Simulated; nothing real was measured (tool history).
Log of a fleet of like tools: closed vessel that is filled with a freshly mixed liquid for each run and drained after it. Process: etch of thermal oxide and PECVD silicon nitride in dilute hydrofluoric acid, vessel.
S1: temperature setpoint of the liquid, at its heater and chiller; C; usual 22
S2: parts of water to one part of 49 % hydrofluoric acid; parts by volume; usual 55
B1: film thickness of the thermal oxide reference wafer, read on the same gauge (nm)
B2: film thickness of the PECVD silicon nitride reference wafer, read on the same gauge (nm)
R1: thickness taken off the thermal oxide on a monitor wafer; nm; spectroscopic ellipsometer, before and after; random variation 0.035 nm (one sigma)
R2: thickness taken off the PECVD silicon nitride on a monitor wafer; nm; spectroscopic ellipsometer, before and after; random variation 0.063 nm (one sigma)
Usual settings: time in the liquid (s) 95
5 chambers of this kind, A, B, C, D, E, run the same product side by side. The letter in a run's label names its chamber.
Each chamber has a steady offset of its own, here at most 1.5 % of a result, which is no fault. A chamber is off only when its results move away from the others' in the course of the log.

At day 0.054: chamber E: hydrofluoric acid flow meter replaced.
Run 1C, day 0.333: usual settings; B1 50.019; B2 150.03. Result: R1 8.1729 nm, R2 7.7296 nm.
Run 2D, day 0.867: usual settings; B1 49.975; B2 150.01. Result: R1 8.1379 nm, R2 7.5446 nm.
At day 1.183: chamber C: thermometer replaced.
Run 3E, day 1.271: usual settings; B1 50.007; B2 150.01. Result: R1 8.1521 nm, R2 7.6054 nm.
Run 4A, day 1.533: usual settings; B1 50.004; B2 150.03. Result: R1 8.1745 nm, R2 7.5501 nm.
At day 1.542: chamber D: hydrofluoric acid flow meter replaced.
Run 5B, day 2.017: usual settings; B1 49.99; B2 150.04. Result: R1 8.2852 nm, R2 7.5774 nm.
Run 6D, day 2.375: usual settings; B1 50.005; B2 149.99. Result: R1 8.2336 nm, R2 7.6489 nm.
Run 7B, day 2.667: usual settings but S2 25 parts by volume, time in the liquid (s) 115; B1 49.974; B2 150.03. Result: R1 23.049 nm, R2 20.026 nm.
Run 8E, day 3.212: usual settings but S2 25 parts by volume, time in the liquid (s) 115; B1 50.002; B2 150. Result: R1 22.172 nm, R2 19.596 nm.
Run 9C, day 3.729: usual settings but S2 25 parts by volume, time in the liquid (s) 115; B1 50.003; B2 150.01. Result: R1 22.678 nm, R2 20.109 nm.
Run 10A, day 4.233: usual settings but S2 25 parts by volume, time in the liquid (s) 115; B1 49.986; B2 150.02. Result: R1 22.821 nm, R2 19.963 nm.
Run 11A, day 4.538: usual settings but S2 25 parts by volume, time in the liquid (s) 115; B1 50.008; B2 150. Result: R1 23.037 nm, R2 20.046 nm.
Run 12D, day 4.904: usual settings but S2 80 parts by volume; B1 50.012; B2 150.03. Result: R1 5.4541 nm, R2 5.3302 nm.
Run 13C, day 5.254: usual settings but S2 80 parts by volume; B1 50; B2 149.98. Result: R1 5.488 nm, R2 5.4104 nm.
At day 5.679: chamber A: hydrofluoric acid flow meter replaced.
Run 14B, day 5.75: usual settings but S2 80 parts by volume; B1 49.977; B2 149.98. Result: R1 5.4947 nm, R2 5.1705 nm.
Run 15E, day 6.267: usual settings but S2 80 parts by volume; B1 49.998; B2 150. Result: R1 5.4174 nm, R2 5.2175 nm.
Run 16B, day 6.679: usual settings but S2 80 parts by volume; B1 50.007; B2 150.02. Result: R1 5.4538 nm, R2 5.2256 nm.
Run 17C, day 7.071: usual settings; B1 50.003; B2 150. Result: R1 8.2113 nm, R2 7.7297 nm.
Run 18E, day 7.542: usual settings; B1 50.007; B2 150.01. Result: R1 8.143 nm, R2 7.6007 nm.
Run 19A, day 8.017: usual settings but S2 25 parts by volume; B1 50; B2 149.96. Result: R1 18.934 nm, R2 16.641 nm.
Run 20D, day 8.342: usual settings but S2 25 parts by volume; B1 50.013; B2 149.98. Result: R1 18.276 nm, R2 16.153 nm.
Run 21B, day 8.792: usual settings but S2 25 parts by volume; B1 50.005; B2 149.99. Result: R1 19.207 nm, R2 16.38 nm.
Run 22C, day 9.158: usual settings but S2 25 parts by volume; B1 49.984; B2 150.01. Result: R1 18.601 nm, R2 16.488 nm.
Run 23E, day 9.75: usual settings but S2 25 parts by volume; B1 49.997; B2 149.98. Result: R1 18.272 nm, R2 16.134 nm.
At day 9.912: chamber B: hydrofluoric acid flow meter replaced.
Run 24A, day 10.283: usual settings but S2 40 parts by volume, time in the liquid (s) 60; B1 50.017; B2 150.01. Result: R1 7.26 nm, R2 6.5644 nm.
Run 25D, day 10.838: usual settings but S2 40 parts by volume, time in the liquid (s) 60; B1 49.983; B2 149.99. Result: R1 7.184 nm, R2 6.5666 nm.
Run 26E, day 11.138: usual settings but S2 40 parts by volume, time in the liquid (s) 60; B1 50.004; B2 150.02. Result: R1 7.1829 nm, R2 6.6162 nm.
Run 27A, day 11.596: usual settings but S2 40 parts by volume, time in the liquid (s) 60; B1 50.005; B2 150. Result: R1 7.188 nm, R2 6.5582 nm.
Run 28B, day 11.954: usual settings but S2 40 parts by volume, time in the liquid (s) 60; B1 50.012; B2 149.99. Result: R1 7.307 nm, R2 6.6021 nm.
Run 29D, day 12.358: usual settings; B1 50.006; B2 149.98. Result: R1 8.1678 nm, R2 7.6086 nm.
Run 30C, day 12.771: usual settings; B1 49.998; B2 150. Result: R1 8.1827 nm, R2 7.731 nm.

Next, every chamber runs the same settings. What will each give?
Run 31A, day 13.2: usual settings but S1 24.5 C. Result: R1 ?, R2 ?.
Run 31B, day 13.2: usual settings but S1 24.5 C. Result: R1 ?, R2 ?.
Run 31C, day 13.2: usual settings but S1 24.5 C. Result: R1 ?, R2 ?.
Run 31D, day 13.2: usual settings but S1 24.5 C. Result: R1 ?, R2 ?.
Run 31E, day 13.2: usual settings but S1 24.5 C. Result: R1 ?, R2 ?.

run      R1      R2
31A  9.0257  9.0287
31B   9.127  8.9116
31C  9.0901  9.2793
31D  8.9926  9.0278
31E  8.9755  8.9153
